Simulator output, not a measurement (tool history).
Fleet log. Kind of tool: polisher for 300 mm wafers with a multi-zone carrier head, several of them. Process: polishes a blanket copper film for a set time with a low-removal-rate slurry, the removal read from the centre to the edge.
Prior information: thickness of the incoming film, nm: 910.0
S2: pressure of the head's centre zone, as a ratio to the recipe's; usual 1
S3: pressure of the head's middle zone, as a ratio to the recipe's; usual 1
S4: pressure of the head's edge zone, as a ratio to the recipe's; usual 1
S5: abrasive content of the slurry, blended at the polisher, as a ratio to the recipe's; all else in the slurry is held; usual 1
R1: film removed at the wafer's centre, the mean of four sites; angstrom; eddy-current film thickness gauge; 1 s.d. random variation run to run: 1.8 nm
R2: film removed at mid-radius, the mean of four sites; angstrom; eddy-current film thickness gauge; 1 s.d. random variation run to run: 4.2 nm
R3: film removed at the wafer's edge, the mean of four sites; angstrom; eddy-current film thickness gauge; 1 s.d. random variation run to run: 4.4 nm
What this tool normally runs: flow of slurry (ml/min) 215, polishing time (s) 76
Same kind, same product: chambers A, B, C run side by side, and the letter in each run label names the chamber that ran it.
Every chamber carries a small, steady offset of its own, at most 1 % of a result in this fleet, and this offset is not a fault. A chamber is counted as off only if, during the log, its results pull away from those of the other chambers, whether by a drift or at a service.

{"hour": 1.0, "done": "chamber B: worn pad replaced by a new one"}
{"run": "1C", "hour": 4.0, "flow of slurry (ml/min)": 215, "S2": 1, "S3": 1, "S4": 1, "S5": 1, "polishing time (s)": 76, "R1": 3005.1, "R2": 3046.2, "R3": 3063.7}
{"run": "2A", "hour": 11.7, "flow of slurry (ml/min)": 215, "S2": 1, "S3": 1, "S4": 1, "S5": 1, "polishing time (s)": 76, "R1": 3000.4, "R2": 3064.8, "R3": 3069.8}
{"run": "3B", "hour": 18.8, "flow of slurry (ml/min)": 215, "S2": 1, "S3": 1, "S4": 1, "S5": 1, "polishing time (s)": 76, "R1": 3010, "R2": 3106, "R3": 3017.9}
{"run": "4B", "hour": 27.8, "flow of slurry (ml/min)": 215, "S2": 1, "S3": 1, "S4": 1, "S5": 1, "polishing time (s)": 76, "R1": 3003.4, "R2": 3043.4, "R3": 3071.4}
{"hour": 29.2, "done": "chamber C: worn pad replaced by a new one"}
{"run": "5A", "hour": 35.3, "flow of slurry (ml/min)": 215, "S2": 1, "S3": 1, "S4": 1, "S5": 1, "polishing time (s)": 93, "R1": 3667.5, "R2": 3727.3, "R3": 3659}
{"run": "6C", "hour": 42.5, "flow of slurry (ml/min)": 215, "S2": 1, "S3": 1, "S4": 1, "S5": 1, "polishing time (s)": 93, "R1": 3694.8, "R2": 3724.3, "R3": 3814.8}
{"hour": 44.7, "done": "chamber A: worn pad replaced by a new one"}
{"run": "7C", "hour": 48.5, "flow of slurry (ml/min)": 215, "S2": 1, "S3": 1, "S4": 1, "S5": 1, "polishing time (s)": 93, "R1": 3709.9, "R2": 3624.3, "R3": 3701.7}
{"run": "8B", "hour": 53.2, "flow of slurry (ml/min)": 215, "S2": 1, "S3": 1, "S4": 1, "S5": 1, "polishing time (s)": 76, "R1": 3019.5, "R2": 3001.8, "R3": 3076.9}
{"run": "9A", "hour": 61.3, "flow of slurry (ml/min)": 215, "S2": 1, "S3": 0.92, "S4": 1, "S5": 1, "polishing time (s)": 96, "R1": 3800.5, "R2": 3565.9, "R3": 3774.8}
{"run": "10B", "hour": 70.7, "flow of slurry (ml/min)": 215, "S2": 1, "S3": 0.92, "S4": 1, "S5": 1, "polishing time (s)": 96, "R1": 3810.7, "R2": 3500.6, "R3": 3755.5}
{"run": "11A", "hour": 78.7, "flow of slurry (ml/min)": 215, "S2": 1, "S3": 0.92, "S4": 1, "S5": 1, "polishing time (s)": 96, "R1": 3817.6, "R2": 3560.5, "R3": 3739.6}
{"run": "12C", "hour": 85.9, "flow of slurry (ml/min)": 215, "S2": 1, "S3": 1, "S4": 1, "S5": 1, "polishing time (s)": 76, "R1": 3042.3, "R2": 3012.2, "R3": 3068.4}
{"hour": 86.8, "done": "chamber B: worn pad replaced by a new one"}
{"hour": 88.5, "done": "chamber C: edge zone pressure recalibrated"}
{"run": "13A", "hour": 94.7, "flow of slurry (ml/min)": 215, "S2": 1, "S3": 0.96, "S4": 1.09, "S5": 1, "polishing time (s)": 76, "R1": 3006.3, "R2": 2845.9, "R3": 3193.2}
{"run": "14B", "hour": 99.8, "flow of slurry (ml/min)": 215, "S2": 1, "S3": 0.96, "S4": 1.09, "S5": 1, "polishing time (s)": 76, "R1": 3037.5, "R2": 2907.6, "R3": 3195.8}
{"hour": 101.6, "done": "chamber A: slurry nozzle cleaned"}
{"hour": 102.7, "done": "chamber B: centre zone pressure recalibrated"}
{"hour": 106.0, "done": "chamber A: worn pad replaced by a new one"}
{"run": "15C", "hour": 108.8, "flow of slurry (ml/min)": 215, "S2": 1, "S3": 0.96, "S4": 1.09, "S5": 1, "polishing time (s)": 76, "R1": 2995, "R2": 2925, "R3": 3037.7}
{"run": "16C", "hour": 115.9, "flow of slurry (ml/min)": 215, "S2": 1, "S3": 1, "S4": 1, "S5": 1, "polishing time (s)": 76, "R1": 3010.4, "R2": 3001.1, "R3": 2950.6}
{"run": "17B", "hour": 124.1, "flow of slurry (ml/min)": 215, "S2": 1, "S3": 1, "S4": 1, "S5": 1, "polishing time (s)": 76, "R1": 2852.8, "R2": 3046.6, "R3": 3018.6}
{"run": "18A", "hour": 132.6, "flow of slurry (ml/min)": 215, "S2": 1, "S3": 1, "S4": 1, "S5": 1, "polishing time (s)": 76, "R1": 3000.1, "R2": 2991.3, "R3": 3050.4}
{"hour": 139.4, "done": "chamber C: worn pad replaced by a new one"}
{"run": "19C", "hour": 140.9, "flow of slurry (ml/min)": 215, "S2": 1, "S3": 1, "S4": 1, "S5": 1, "polishing time (s)": 76, "R1": 3000.1, "R2": 3006.8, "R3": 2937.5}
{"run": "20B", "hour": 146.8, "flow of slurry (ml/min)": 215, "S2": 1, "S3": 1, "S4": 1, "S5": 1, "polishing time (s)": 76, "R1": 2850.9, "R2": 3116, "R3": 3007.2}
{"run": "21A", "hour": 153.5, "flow of slurry (ml/min)": 215, "S2": 1, "S3": 1, "S4": 1, "S5": 1, "polishing time (s)": 76, "R1": 2992.9, "R2": 3047.5, "R3": 2974.7}
{"run": "22C", "hour": 159.7, "flow of slurry (ml/min)": 215, "S2": 1, "S3": 1, "S4": 1, "S5": 1, "polishing time (s)": 76, "R1": 2997, "R2": 2971.3, "R3": 3048.4}
{"run": "23B", "hour": 165.0, "flow of slurry (ml/min)": 215, "S2": 1, "S3": 1, "S4": 1, "S5": 1, "polishing time (s)": 76, "R1": 2879, "R2": 2979.9, "R3": 3070.8}
{"hour": 167.4, "done": "chamber A: worn pad replaced by a new one"}
{"hour": 171.3, "done": "chamber B: worn pad replaced by a new one"}
{"run": "24A", "hour": 172.5, "flow of slurry (ml/min)": 215, "S2": 1, "S3": 1, "S4": 1, "S5": 1, "polishing time (s)": 76, "R1": 2989, "R2": 3014.1, "R3": 3063.9}
{"run": "25B", "hour": 181.9, "flow of slurry (ml/min)": 215, "S2": 1, "S3": 1.11, "S4": 1, "S5": 1, "polishing time (s)": 76, "R1": 2822.5, "R2": 3401.6, "R3": 3079.3}
{"run": "26A", "hour": 190.9, "flow of slurry (ml/min)": 215, "S2": 1, "S3": 1.11, "S4": 1, "S5": 1, "polishing time (s)": 76, "R1": 3037.8, "R2": 3306.6, "R3": 3044.9}

The same settings go to every chamber for the next run, one line per chamber below. Forecast the results for each:
{"run": "27A", "hour": 197.6, "flow of slurry (ml/min)": 215, "S2": 1, "S3": 1, "S4": 0.9, "S5": 1, "polishing time (s)": 76, "R1": "?", "R2": "?", "R3": "?"}
{"run": "27B", "hour": 197.6, "flow of slurry (ml/min)": 215, "S2": 1, "S3": 1, "S4": 0.9, "S5": 1, "polishing time (s)": 76, "R1": "?", "R2": "?", "R3": "?"}
{"run": "27C", "hour": 197.6, "flow of slurry (ml/min)": 215, "S2": 1, "S3": 1, "S4": 0.9, "S5": 1, "polishing time (s)": 76, "R1": "?", "R2": "?", "R3": "?"}

run=27A R1=3012.1 R2=3026.2 R3=2758.7
run=27B R1=2870 R2=3100.3 R3=2826.5
run=27C R1=2991.5 R2=2945.5 R3=2782.8
